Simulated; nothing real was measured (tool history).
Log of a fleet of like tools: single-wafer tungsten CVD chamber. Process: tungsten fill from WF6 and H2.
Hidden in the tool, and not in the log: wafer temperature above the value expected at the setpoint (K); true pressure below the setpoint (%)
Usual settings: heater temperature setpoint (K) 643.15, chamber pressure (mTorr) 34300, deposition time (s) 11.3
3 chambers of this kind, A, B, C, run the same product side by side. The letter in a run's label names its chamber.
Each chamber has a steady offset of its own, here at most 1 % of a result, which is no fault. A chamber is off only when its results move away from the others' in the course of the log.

| run | hour | heater temperature setpoint (K) | chamber pressure (mTorr) | deposition time (s) | hours since the last thermocouple change | hours since the last manometer calibration | read-back reference wafer on the same gauge, thickness_nm | mean film thickness on the monitor wafer (angstrom) |
|---|---|---|---|---|---|---|---|---|
| 1A | 9.9 | 643.15 | 34300 | 11.3 | 1507 | 891.3 | 15.894 | 190.35 |
| 2C | 14.8 | 643.15 | 34300 | 11.3 | 1190.6 | 1154.7 | 15.891 | 191.74 |
|  | 22 | chamber A: thermocouple changed; heater temperature recalibrated |
| 3B | 25.1 | 643.15 | 34300 | 11.3 | 1409.7 | 33.3 | 15.89 | 193.16 |
| 4B | 32.4 | 643.15 | 34300 | 11.3 | 1417 | 40.6 | 15.889 | 192.6 |
| 5A | 38.7 | 643.15 | 34300 | 11.3 | 16.8 | 920.1 | 15.891 | 189.91 |
| 6C | 47.5 | 643.15 | 34300 | 11.3 | 1223.3 | 1187.4 | 15.885 | 191.48 |
| 7B | 55.6 | 643.15 | 34300 | 11.3 | 1440.2 | 63.8 | 15.883 | 192.93 |
| 8C | 61 | 643.15 | 34300 | 11.3 | 1236.8 | 1200.9 | 15.888 | 192.02 |
| 9A | 68 | 643.15 | 34300 | 11.3 | 46.1 | 949.4 | 15.88 | 190.47 |
| 10C | 74.5 | 643.15 | 34300 | 11.3 | 1250.3 | 1214.4 | 15.881 | 192.07 |
| 11B | 80.2 | 643.15 | 34300 | 11.3 | 1464.8 | 88.4 | 15.883 | 192.91 |
| 12A | 90 | 643.15 | 34300 | 11.3 | 68.1 | 971.4 | 15.875 | 190.65 |
| 13A | 100.4 | 643.15 | 34300 | 11.3 | 78.5 | 981.8 | 15.871 | 189.89 |
| 14C | 109.9 | 643.15 | 34300 | 11.3 | 1285.7 | 1249.8 | 15.867 | 192.01 |
| 15B | 120.7 | 643.15 | 34300 | 11.3 | 1505.3 | 128.9 | 15.866 | 192.55 |
| 16C | 128.3 | 643.15 | 34300 | 11.3 | 1304.1 | 1268.2 | 15.863 | 191.63 |
| 17B | 138.9 | 638.15 | 34300 | 11.3 | 1523.5 | 147.1 | 15.864 | 172.91 |
| 18A | 147.6 | 638.15 | 34300 | 11.3 | 125.7 | 1029 | 15.856 | 170.57 |
| 19C | 156.4 | 638.15 | 34300 | 11.3 | 1332.2 | 1296.3 | 15.861 | 172.26 |
| 20B | 163.4 | 643.15 | 34300 | 11.3 | 1548 | 171.6 | 15.854 | 192.04 |
| 21A | 168.4 | 643.15 | 34300 | 11.3 | 146.5 | 1049.8 | 15.854 | 189.91 |
| 22A | 176.2 | 643.15 | 34300 | 11.3 | 154.3 | 1057.6 | 15.855 | 189.91 |
| 23B | 185.4 | 643.15 | 34300 | 11.3 | 1570 | 193.6 | 15.849 | 192.42 |
| 24C | 190.4 | 648.15 | 34300 | 11.3 | 1366.2 | 1330.3 | 15.846 | 212.39 |
| 25C | 196.3 | 648.15 | 34300 | 11.3 | 1372.1 | 1336.2 | 15.845 | 212.6 |
| 26A | 206.8 | 648.15 | 34300 | 11.3 | 184.9 | 1088.2 | 15.841 | 211.15 |
| 27B | 213.6 | 643.15 | 34300 | 11.3 | 1598.2 | 221.8 | 15.839 | 192.39 |
|  | 215.8 | chamber C: capacitance manometer re-zeroed and calibrated |
| 28B | 219.6 | 643.15 | 34300 | 11.3 | 1604.2 | 227.8 | 15.837 | 192.61 |
| 29A | 228.1 | 643.15 | 27100 | 13.3 | 206.2 | 1109.5 | 15.843 | 200.65 |
| 30C | 233.1 | 643.15 | 27100 | 13.3 | 1408.9 | 17.3 | 15.835 | 201.13 |
| 31A | 241.4 | 643.15 | 27100 | 13.3 | 219.5 | 1122.8 | 15.828 | 200.64 |
| 32B | 250.1 | 643.15 | 34300 | 11.3 | 1634.7 | 258.3 | 15.831 | 192.02 |
| 33C | 257.6 | 643.15 | 34300 | 11.3 | 1433.4 | 41.8 | 15.825 | 191.42 |
| 34A | 265.3 | 643.15 | 34300 | 11.3 | 243.4 | 1146.7 | 15.824 | 189.72 |

All 3 chambers run these settings next. Forecast each chamber's results:
| 35A | 273.1 | 643.15 | 34300 | 11.3 |  |  |  | ? |
| 35B | 273.1 | 643.15 | 34300 | 11.3 |  |  |  | ? |
| 35C | 273.1 | 643.15 | 34300 | 11.3 |  |  |  | ? |

| run | mean film thickness on the monitor wafer (angstrom) |
|---|---|
| 35A | 189.41 |
| 35B | 191.77 |
| 35C | 191.16 |
